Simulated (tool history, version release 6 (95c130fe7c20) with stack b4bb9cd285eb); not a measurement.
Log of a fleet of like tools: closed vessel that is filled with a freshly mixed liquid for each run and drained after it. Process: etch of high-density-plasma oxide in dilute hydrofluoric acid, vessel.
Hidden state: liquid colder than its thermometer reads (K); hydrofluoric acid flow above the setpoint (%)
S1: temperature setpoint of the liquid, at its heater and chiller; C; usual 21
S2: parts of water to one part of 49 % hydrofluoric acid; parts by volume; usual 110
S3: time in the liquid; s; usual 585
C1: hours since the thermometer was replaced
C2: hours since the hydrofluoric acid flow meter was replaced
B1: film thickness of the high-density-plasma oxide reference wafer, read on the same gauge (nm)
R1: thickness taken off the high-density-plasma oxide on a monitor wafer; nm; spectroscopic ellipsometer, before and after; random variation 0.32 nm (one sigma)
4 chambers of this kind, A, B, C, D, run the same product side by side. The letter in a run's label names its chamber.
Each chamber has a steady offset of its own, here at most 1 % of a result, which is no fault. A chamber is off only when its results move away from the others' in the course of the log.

run	day	S1	S2	S3	C1	C2	B1	R1
1C	0.171	21	110	585	890.1	1165.9	150	37.749
2B	0.333	21	110	585	2102.2	203.9	150.01	38.093
3D	0.542	21	110	585	916.2	255.3	150	37.439
4A	0.825	21	110	585	370	824	149.99	37.587
5B	1.046	21	110	585	2119.3	221	149.98	37.6
6A	1.204	21	110	585	379.1	833.1	149.99	37.756
7C	1.4	21	110	585	919.6	1195.4	149.98	37.892
8D	1.55	21	110	585	940.4	279.5	149.99	37.256
9B	1.812	21	60	585	2137.7	239.4	149.98	74.526
10D	2.071	21	60	585	952.9	292	149.99	72.7
11C	2.275	21	60	585	940.6	1216.4	150.01	74.146
12A	2.429	21	60	585	408.5	862.5	149.99	75.652
13A	2.75	21	110	585	416.2	870.2	150.01	38.832
# day 2.929: chamber B: thermometer replaced
14C	3.033	21	110	585	958.8	1234.6	149.99	38.697
15B	3.321	21	110	585	9.4	275.6	150	38.363
16D	3.633	21	110	585	990.4	329.5	149.99	37.712
17C	3.838	21	110	585	978.1	1253.9	149.98	38.558
18B	4.058	21	110	585	27.1	293.3	150	37.802
19A	4.225	21	110	585	451.6	905.6	150	40.016
20D	4.371	21	110	585	1008.1	347.2	150.01	37.989
21A	4.65	21	110	585	461.8	915.8	150	39.063
22D	4.888	21	110	585	1020.5	359.6	150.01	37.703
23B	5.117	24	110	255	52.5	318.7	149.99	18.782
24C	5.296	24	110	255	1013.1	1288.9	150	18.821
25B	5.546	24	110	255	62.8	329	149.99	18.573
26A	5.8	24	110	255	489.4	943.4	150	19.73
27C	6	21	110	585	1030	1305.8	150	38.415
28D	6.179	21	110	585	1051.5	390.6	150.01	37.526
29B	6.429	25.5	110	585	84	350.2	150.03	45.128
30C	6.592	25.5	110	585	1044.2	1320	150.01	45.365
31A	6.796	25.5	110	585	513.3	967.3	150	49.487
32D	6.996	25.5	110	585	1071.1	410.2	150	44.32
33C	7.233	21	110	585	1059.6	1335.4	150	37.847
34B	7.554	21	110	585	111	377.2	150	37.621
35D	7.783	21	110	585	1090	429.1	150.02	38.061
36A	8.071	17	110	585	543.9	997.9	150	35.36
37C	8.362	17	110	585	1086.7	1362.5	149.99	32.365

Is one chamber off against the others, does the gauge drift, or is nothing wrong? If a chamber is off, say which, and what the likeliest cause is.

Chamber A drifts away from the others.
Cause: hydrofluoric acid flow above the setpoint (%) = 9.2.
The log may not tell that from: liquid hotter than its thermometer reads (K).

Here are 4 candidates for chamber A's next run, each the usual settings with a change, their results left as question marks. Which one brings its results back in line with what the others give on the usual settings?
In line means no further than this from the other chambers' mean on the usual settings: R1 1.1 nm
38A-1	8.592	20	110	585				?
38A-2	8.592	21	115	555				?
38A-3	8.592	21	110	600				?
38A-4	8.592	23.5	110	585				?

The other chambers' mean on the usual settings: R1 37.882 nm
run	R1
38A-1	40.226
38A-2	37.84
38A-3	42.997
38A-4	46.394
38A-2 brings the chamber back in line.

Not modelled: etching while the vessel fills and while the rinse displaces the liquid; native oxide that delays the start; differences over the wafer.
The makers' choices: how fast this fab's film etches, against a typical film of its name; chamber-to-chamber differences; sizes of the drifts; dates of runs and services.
